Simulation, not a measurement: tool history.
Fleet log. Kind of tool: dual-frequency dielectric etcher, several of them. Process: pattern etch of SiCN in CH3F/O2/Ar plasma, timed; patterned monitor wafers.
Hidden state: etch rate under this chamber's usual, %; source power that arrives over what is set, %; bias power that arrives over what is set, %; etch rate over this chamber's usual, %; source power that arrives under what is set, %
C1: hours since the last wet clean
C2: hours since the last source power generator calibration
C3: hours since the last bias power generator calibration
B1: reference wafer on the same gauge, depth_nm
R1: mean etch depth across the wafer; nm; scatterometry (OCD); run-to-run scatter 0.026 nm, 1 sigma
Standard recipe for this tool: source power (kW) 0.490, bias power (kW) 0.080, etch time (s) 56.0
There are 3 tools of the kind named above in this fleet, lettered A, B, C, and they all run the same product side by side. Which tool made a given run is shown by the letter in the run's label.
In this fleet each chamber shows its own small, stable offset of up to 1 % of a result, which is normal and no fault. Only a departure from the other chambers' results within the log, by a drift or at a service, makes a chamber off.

At hour 7.0: chamber B: wet clean of the chamber.
Run 1B, hour 13.3: usual settings; C1 6.3; C2 713.6; C3 2828.5; B1 19.094. Result: R1 23.538 nm.
Run 2A, hour 23.5: usual settings; C1 80.4; C2 923.2; C3 513.7; B1 19.096. Result: R1 23.405 nm.
Run 3C, hour 36.2: usual settings; C1 311.3; C2 3212.2; C3 2474.6; B1 19.094. Result: R1 23.441 nm.
Run 4C, hour 49.3: usual settings; C1 324.4; C2 3225.3; C3 2487.7; B1 19.091. Result: R1 23.386 nm.
Run 5B, hour 60.3: usual settings but etch time (s) 65.5; C1 53.3; C2 760.6; C3 2875.5; B1 19.089. Result: R1 27.469 nm.
Run 6A, hour 72.4: usual settings but etch time (s) 65.5; C1 129.3; C2 972.1; C3 562.6; B1 19.084. Result: R1 27.411 nm.
Run 7B, hour 85.6: usual settings but etch time (s) 65.5; C1 78.6; C2 785.9; C3 2900.8; B1 19.090. Result: R1 27.487 nm.
Run 8C, hour 96.7: usual settings; C1 371.8; C2 3272.7; C3 2535.1; B1 19.082. Result: R1 23.375 nm.
Run 9A, hour 107.0: usual settings but source power (kW) 0.430, bias power (kW) 0.092; C1 163.9; C2 1006.7; C3 597.2; B1 19.078. Result: R1 23.501 nm.
Run 10B, hour 118.9: usual settings but source power (kW) 0.430, bias power (kW) 0.092; C1 111.9; C2 819.2; C3 2934.1; B1 19.079. Result: R1 23.534 nm.
Run 11C, hour 126.9: usual settings but source power (kW) 0.430, bias power (kW) 0.092; C1 402.0; C2 3302.9; C3 2565.3; B1 19.075. Result: R1 23.423 nm.
Run 12A, hour 134.7: usual settings; C1 191.6; C2 1034.4; C3 624.9; B1 19.077. Result: R1 23.455 nm.
Run 13B, hour 145.5: usual settings but bias power (kW) 0.064, etch time (s) 50.5; C1 138.5; C2 845.8; C3 2960.7; B1 19.076. Result: R1 19.617 nm.
Run 14A, hour 153.2: usual settings but bias power (kW) 0.064, etch time (s) 50.5; C1 210.1; C2 1052.9; C3 643.4; B1 19.068. Result: R1 19.530 nm.
Run 15C, hour 166.5: usual settings but bias power (kW) 0.064, etch time (s) 50.5; C1 441.6; C2 3342.5; C3 2604.9; B1 19.073. Result: R1 19.492 nm.
Run 16A, hour 179.8: usual settings; C1 236.7; C2 1079.5; C3 670.0; B1 19.065. Result: R1 23.373 nm.
Run 17B, hour 193.4: usual settings; C1 186.4; C2 893.7; C3 3008.6; B1 19.060. Result: R1 23.449 nm.
Run 18C, hour 202.0: usual settings; C1 477.1; C2 3378.0; C3 2640.4; B1 19.067. Result: R1 23.361 nm.
Run 19A, hour 211.3: usual settings; C1 268.2; C2 1111.0; C3 701.5; B1 19.062. Result: R1 23.377 nm.
At hour 212.1: chamber C: bias power generator calibrated.
Run 20C, hour 219.0: usual settings; C1 494.1; C2 3395.0; C3 7.0; B1 19.058. Result: R1 23.365 nm.
Run 21B, hour 230.9: usual settings; C1 223.9; C2 931.2; C3 3046.1; B1 19.059. Result: R1 23.458 nm.
Run 22C, hour 244.5: usual settings; C1 519.6; C2 3420.5; C3 32.5; B1 19.049. Result: R1 23.369 nm.
Run 23A, hour 257.2: usual settings; C1 314.1; C2 1156.9; C3 747.4; B1 19.054. Result: R1 23.380 nm.
Run 24B, hour 265.8: usual settings but source power (kW) 0.570, bias power (kW) 0.098; C1 258.8; C2 966.1; C3 3081.0; B1 19.048. Result: R1 26.709 nm.
Run 25A, hour 278.2: usual settings but source power (kW) 0.570, bias power (kW) 0.098; C1 335.1; C2 1177.9; C3 768.4; B1 19.051. Result: R1 26.568 nm.
Run 26C, hour 286.4: usual settings but source power (kW) 0.570, bias power (kW) 0.098; C1 561.5; C2 3462.4; C3 74.4; B1 19.044. Result: R1 26.666 nm.
Run 27B, hour 300.7: usual settings but bias power (kW) 0.096, etch time (s) 66.5; C1 293.7; C2 1001.0; C3 3115.9; B1 19.045. Result: R1 29.726 nm.
Run 28A, hour 314.1: usual settings but bias power (kW) 0.096, etch time (s) 66.5; C1 371.0; C2 1213.8; C3 804.3; B1 19.037. Result: R1 29.645 nm.
Run 29B, hour 324.9: usual settings but bias power (kW) 0.096, etch time (s) 66.5; C1 317.9; C2 1025.2; C3 3140.1; B1 19.040. Result: R1 29.735 nm.
Run 30C, hour 337.3: usual settings; C1 612.4; C2 3513.3; C3 125.3; B1 19.031. Result: R1 23.378 nm.
Run 31C, hour 349.5: usual settings; C1 624.6; C2 3525.5; C3 137.5; B1 19.034. Result: R1 23.348 nm.
Run 32A, hour 357.2: usual settings; C1 414.1; C2 1256.9; C3 847.4; B1 19.032. Result: R1 23.353 nm.
Run 33B, hour 366.2: usual settings but bias power (kW) 0.094, etch time (s) 49.0; C1 359.2; C2 1066.5; C3 3181.4; B1 19.027. Result: R1 21.748 nm.
Run 34B, hour 375.7: usual settings but bias power (kW) 0.094, etch time (s) 49.0; C1 368.7; C2 1076.0; C3 3190.9; B1 19.027. Result: R1 21.719 nm.
Run 35C, hour 389.6: usual settings but bias power (kW) 0.094, etch time (s) 49.0; C1 664.7; C2 3565.6; C3 177.6; B1 19.030. Result: R1 21.634 nm.
Run 36A, hour 398.1: usual settings; C1 455.0; C2 1297.8; C3 888.3; B1 19.025. Result: R1 23.334 nm.
At hour 402.3: chamber B: wet clean of the chamber.
Run 37B, hour 404.6: usual settings but source power (kW) 0.540, etch time (s) 68.5; C1 2.4; C2 1104.9; C3 3219.8; B1 19.026. Result: R1 29.773 nm.
Run 38A, hour 418.5: usual settings but source power (kW) 0.540, etch time (s) 68.5; C1 475.4; C2 1318.2; C3 908.7; B1 19.022. Result: R1 29.654 nm.
Run 39C, hour 432.0: usual settings but source power (kW) 0.540, etch time (s) 68.5; C1 707.1; C2 3608.0; C3 220.0; B1 19.019. Result: R1 29.576 nm.
Run 40C, hour 445.4: usual settings; C1 720.5; C2 3621.4; C3 233.4; B1 19.013. Result: R1 23.344 nm.

What goes on in this fleet: one chamber off, a drifting gauge, or nothing beyond the chambers' own small offsets? Name the chamber and the cause, if any.

It is the gauge, not a chamber: its drift shows up in every chamber's results at once, and no chamber is off.
Likeliest cause: gauge reads low (%) = 0.449.
